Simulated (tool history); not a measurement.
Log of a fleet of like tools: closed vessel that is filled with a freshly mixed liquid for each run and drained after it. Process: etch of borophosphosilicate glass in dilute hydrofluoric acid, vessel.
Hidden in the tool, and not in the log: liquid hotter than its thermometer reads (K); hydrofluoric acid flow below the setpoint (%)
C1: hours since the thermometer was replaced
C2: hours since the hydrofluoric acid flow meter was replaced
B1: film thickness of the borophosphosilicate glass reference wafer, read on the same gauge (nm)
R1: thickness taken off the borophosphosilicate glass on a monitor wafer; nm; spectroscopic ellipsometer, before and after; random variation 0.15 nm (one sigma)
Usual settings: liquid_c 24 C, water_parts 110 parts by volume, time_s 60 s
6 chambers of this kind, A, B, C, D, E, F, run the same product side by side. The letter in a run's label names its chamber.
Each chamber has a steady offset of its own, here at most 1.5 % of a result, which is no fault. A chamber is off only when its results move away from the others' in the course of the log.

Run 1D, day 0.179: usual settings; C1 625.0; C2 1493.7; B1 69.986. Result: R1 25.987 nm.
Run 2F, day 0.388: usual settings; C1 53.0; C2 78.8; B1 70.002. Result: R1 25.249 nm.
Run 3E, day 0.638: usual settings; C1 1134.3; C2 994.1; B1 70.005. Result: R1 25.385 nm.
Run 4A, day 0.875: usual settings; C1 1248.8; C2 213.6; B1 70.000. Result: R1 25.697 nm.
Run 5B, day 1.038: usual settings; C1 521.9; C2 382.9; B1 70.026. Result: R1 25.416 nm.
Run 6C, day 1.288: usual settings; C1 2407.5; C2 837.7; B1 70.011. Result: R1 25.735 nm.
Run 7B, day 1.433: usual settings; C1 531.4; C2 392.4; B1 70.004. Result: R1 25.145 nm.
Run 8A, day 1.721: usual settings; C1 1269.1; C2 233.9; B1 70.005. Result: R1 25.733 nm.
Run 9C, day 1.875: usual settings; C1 2421.6; C2 851.8; B1 69.992. Result: R1 25.653 nm.
Run 10E, day 2.029: usual settings; C1 1167.7; C2 1027.5; B1 69.993. Result: R1 25.509 nm.
Run 11D, day 2.233: usual settings; C1 674.3; C2 1543.0; B1 69.990. Result: R1 25.634 nm.
Run 12F, day 2.429: usual settings; C1 102.0; C2 127.8; B1 70.005. Result: R1 25.114 nm.
Run 13D, day 2.638: usual settings but water_parts 145 parts by volume; C1 684.0; C2 1552.7; B1 70.005. Result: R1 18.751 nm.
Run 14F, day 2.892: usual settings but water_parts 145 parts by volume; C1 113.1; C2 138.9; B1 69.982. Result: R1 18.255 nm.
Run 15A, day 3.054: usual settings but water_parts 145 parts by volume; C1 1301.1; C2 265.9; B1 70.000. Result: R1 18.682 nm.
Run 16C, day 3.246: usual settings but water_parts 145 parts by volume; C1 2454.5; C2 884.7; B1 70.029. Result: R1 18.685 nm.
Run 17B, day 3.512: usual settings but water_parts 145 parts by volume; C1 581.3; C2 442.3; B1 70.002. Result: R1 18.361 nm.
Run 18E, day 3.679: usual settings but water_parts 145 parts by volume; C1 1207.3; C2 1067.1; B1 69.988. Result: R1 18.340 nm.
Run 19D, day 3.950: usual settings; C1 715.5; C2 1584.2; B1 69.987. Result: R1 25.723 nm.
Run 20F, day 4.092: usual settings; C1 141.9; C2 167.7; B1 69.993. Result: R1 25.014 nm.
Run 21A, day 4.333: usual settings; C1 1331.8; C2 296.6; B1 70.031. Result: R1 26.064 nm.
Run 22E, day 4.621: usual settings; C1 1229.9; C2 1089.7; B1 69.998. Result: R1 25.492 nm.
Run 23C, day 4.875: usual settings; C1 2493.6; C2 923.8; B1 69.996. Result: R1 25.751 nm.
Run 24B, day 5.125: usual settings; C1 620.0; C2 481.0; B1 70.010. Result: R1 25.335 nm.
Run 25B, day 5.442: usual settings; C1 627.6; C2 488.6; B1 69.985. Result: R1 25.256 nm.
Run 26F, day 5.583: usual settings but liquid_c 20 C, water_parts 145 parts by volume; C1 177.7; C2 203.5; B1 70.020. Result: R1 15.977 nm.
Run 27D, day 5.758: usual settings but liquid_c 20 C, water_parts 145 parts by volume; C1 758.9; C2 1627.6; B1 70.001. Result: R1 16.051 nm.
Run 28C, day 6.004: usual settings but liquid_c 20 C, water_parts 145 parts by volume; C1 2520.7; C2 950.9; B1 69.983. Result: R1 15.939 nm.
Run 29A, day 6.142: usual settings but liquid_c 20 C, water_parts 145 parts by volume; C1 1375.2; C2 340.0; B1 69.989. Result: R1 16.420 nm.
At day 6.362: chamber E: thermometer replaced.
Run 30E, day 6.371: usual settings but liquid_c 20 C, water_parts 145 parts by volume; C1 0.3; C2 1131.7; B1 70.010. Result: R1 15.679 nm.
Run 31C, day 6.592: usual settings but liquid_c 20 C, water_parts 145 parts by volume; C1 2534.8; C2 965.0; B1 70.009. Result: R1 16.237 nm.
Run 32B, day 6.883: usual settings; C1 662.2; C2 523.2; B1 69.995. Result: R1 25.066 nm.
Run 33D, day 7.192: usual settings; C1 793.3; C2 1662.0; B1 69.988. Result: R1 25.291 nm.
Run 34A, day 7.508: usual settings; C1 1408.0; C2 372.8; B1 69.983. Result: R1 26.411 nm.
Run 35F, day 7.658: usual settings; C1 227.5; C2 253.3; B1 69.989. Result: R1 24.951 nm.
Run 36E, day 7.871: usual settings; C1 36.3; C2 1167.7; B1 70.012. Result: R1 25.418 nm.
Run 37E, day 8.054: usual settings but time_s 35 s; C1 40.7; C2 1172.1; B1 70.012. Result: R1 14.830 nm.

What goes on in this fleet: one chamber off, a drifting gauge, or nothing beyond the chambers' own small offsets? Name the chamber and the cause, if any.

Chamber A drifts away from the others.
Cause: liquid hotter than its thermometer reads (K) = 1.29.
The log may not tell that from: hydrofluoric acid flow above the setpoint (%).

Here are 4 candidates for chamber A's next run, each the usual settings with a change, their results left as question marks. Which one brings its results back in line with what the others give on the usual settings?
In line means no further than this from the other chambers' mean on the usual settings: R1 0.540 nm
Run 38A-1, day 8.288: usual settings but liquid_c 24.5 C. Result: R1 ?.
Run 38A-2, day 8.288: usual settings but liquid_c 25.5 C. Result: R1 ?.
Run 38A-3, day 8.288: usual settings but liquid_c 23.5 C. Result: R1 ?.
Run 38A-4, day 8.288: usual settings but water_parts 115 parts by volume. Result: R1 ?.

The other chambers' mean on the usual settings: R1 25.414 nm
  run      R1
38A-1  27.421
38A-2  28.508
38A-3  26.356
38A-4  25.576
38A-4 brings the chamber back in line.

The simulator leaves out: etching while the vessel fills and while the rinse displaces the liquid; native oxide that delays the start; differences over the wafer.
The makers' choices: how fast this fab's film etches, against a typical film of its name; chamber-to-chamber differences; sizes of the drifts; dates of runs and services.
